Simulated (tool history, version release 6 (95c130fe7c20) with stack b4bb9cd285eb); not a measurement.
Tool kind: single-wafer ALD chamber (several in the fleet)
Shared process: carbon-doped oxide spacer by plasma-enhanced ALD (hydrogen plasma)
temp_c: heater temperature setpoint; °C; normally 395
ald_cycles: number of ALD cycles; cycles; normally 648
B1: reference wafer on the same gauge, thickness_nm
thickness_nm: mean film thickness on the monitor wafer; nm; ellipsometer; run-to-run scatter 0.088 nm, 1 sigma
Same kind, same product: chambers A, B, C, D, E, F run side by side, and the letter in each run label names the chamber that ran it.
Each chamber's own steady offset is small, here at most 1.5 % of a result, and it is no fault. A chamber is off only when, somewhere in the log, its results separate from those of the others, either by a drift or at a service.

run 1D hour=3 | temp_c=395 ald_cycles=648 | B1=28.411 | thickness_nm=32.076
run 2B hour=7.5 | temp_c=395 ald_cycles=648 | B1=28.389 | thickness_nm=32.513
run 3C hour=10.7 | temp_c=395 ald_cycles=648 | B1=28.411 | thickness_nm=32.378
run 4A hour=13.4 | temp_c=395 ald_cycles=648 | B1=28.408 | thickness_nm=32.397
run 5F hour=17.9 | temp_c=395 ald_cycles=648 | B1=28.38 | thickness_nm=32.401
run 6E hour=20.6 | temp_c=395 ald_cycles=648 | B1=28.391 | thickness_nm=32.013
run 7D hour=23.7 | temp_c=395 ald_cycles=648 | B1=28.395 | thickness_nm=32.059
run 8E hour=28.1 | temp_c=395 ald_cycles=648 | B1=28.41 | thickness_nm=32.154
run 9A hour=30.3 | temp_c=382 ald_cycles=648 | B1=28.401 | thickness_nm=32.407
run 10B hour=34 | temp_c=382 ald_cycles=648 | B1=28.411 | thickness_nm=32.531
run 11C hour=38.2 | temp_c=382 ald_cycles=648 | B1=28.406 | thickness_nm=32.31
run 12F hour=42.4 | temp_c=382 ald_cycles=648 | B1=28.409 | thickness_nm=32.55
run 13C hour=44.4 | temp_c=382 ald_cycles=648 | B1=28.387 | thickness_nm=32.468
run 14A hour=46.4 | temp_c=382 ald_cycles=648 | B1=28.409 | thickness_nm=32.544
run 15B hour=50.2 | temp_c=390 ald_cycles=583 | B1=28.395 | thickness_nm=29.294
run 16D hour=53 | temp_c=390 ald_cycles=583 | B1=28.392 | thickness_nm=28.812
run 17F hour=57 | temp_c=390 ald_cycles=583 | B1=28.387 | thickness_nm=29.364
run 18E hour=60.2 | temp_c=390 ald_cycles=583 | B1=28.404 | thickness_nm=28.996
run 19F hour=64.2 | temp_c=390 ald_cycles=583 | B1=28.404 | thickness_nm=29.235
run 20E hour=67.9 | temp_c=390 ald_cycles=583 | B1=28.405 | thickness_nm=28.998
run 21A hour=71.8 | temp_c=383 ald_cycles=578 | B1=28.386 | thickness_nm=28.869
run 22C hour=74.3 | temp_c=383 ald_cycles=578 | B1=28.402 | thickness_nm=28.962
run 23B hour=76.7 | temp_c=383 ald_cycles=578 | B1=28.412 | thickness_nm=29.024
run 24D hour=79.9 | temp_c=383 ald_cycles=578 | B1=28.402 | thickness_nm=28.656
run 25B hour=82.9 | temp_c=383 ald_cycles=578 | B1=28.395 | thickness_nm=28.811
run 26D hour=86 | temp_c=383 ald_cycles=578 | B1=28.398 | thickness_nm=28.688
run 27C hour=89.2 | temp_c=395 ald_cycles=648 | B1=28.4 | thickness_nm=32.498
run 28E hour=92.3 | temp_c=395 ald_cycles=648 | B1=28.394 | thickness_nm=32.202
run 29A hour=94.7 | temp_c=395 ald_cycles=648 | B1=28.403 | thickness_nm=32.306
run 30F hour=97.1 | temp_c=395 ald_cycles=596 | B1=28.39 | thickness_nm=29.867
run 31D hour=100 | temp_c=395 ald_cycles=596 | B1=28.4 | thickness_nm=29.304
run 32C hour=102.3 | temp_c=395 ald_cycles=596 | B1=28.41 | thickness_nm=29.719
run 33A hour=105.7 | temp_c=395 ald_cycles=596 | B1=28.404 | thickness_nm=29.898
run 34F hour=108.4 | temp_c=395 ald_cycles=596 | B1=28.383 | thickness_nm=29.809
run 35E hour=112.7 | temp_c=395 ald_cycles=596 | B1=28.409 | thickness_nm=29.728
run 36B hour=115.3 | temp_c=395 ald_cycles=753 | B1=28.403 | thickness_nm=37.779
run 37D hour=119.1 | temp_c=395 ald_cycles=753 | B1=28.394 | thickness_nm=37.091
run 38C hour=122.9 | temp_c=395 ald_cycles=753 | B1=28.39 | thickness_nm=37.641

Next, every chamber runs the same settings. What will each give?
run 39A hour=126.2 | temp_c=405 ald_cycles=648 | thickness_nm=?
run 39B hour=126.2 | temp_c=405 ald_cycles=648 | thickness_nm=?
run 39C hour=126.2 | temp_c=405 ald_cycles=648 | thickness_nm=?
run 39D hour=126.2 | temp_c=405 ald_cycles=648 | thickness_nm=?
run 39E hour=126.2 | temp_c=405 ald_cycles=648 | thickness_nm=?
run 39F hour=126.2 | temp_c=405 ald_cycles=648 | thickness_nm=?

run=39A thickness_nm=31.627
run=39B thickness_nm=31.815
run=39C thickness_nm=31.856
run=39D thickness_nm=31.433
run=39E thickness_nm=31.563
run=39F thickness_nm=31.661
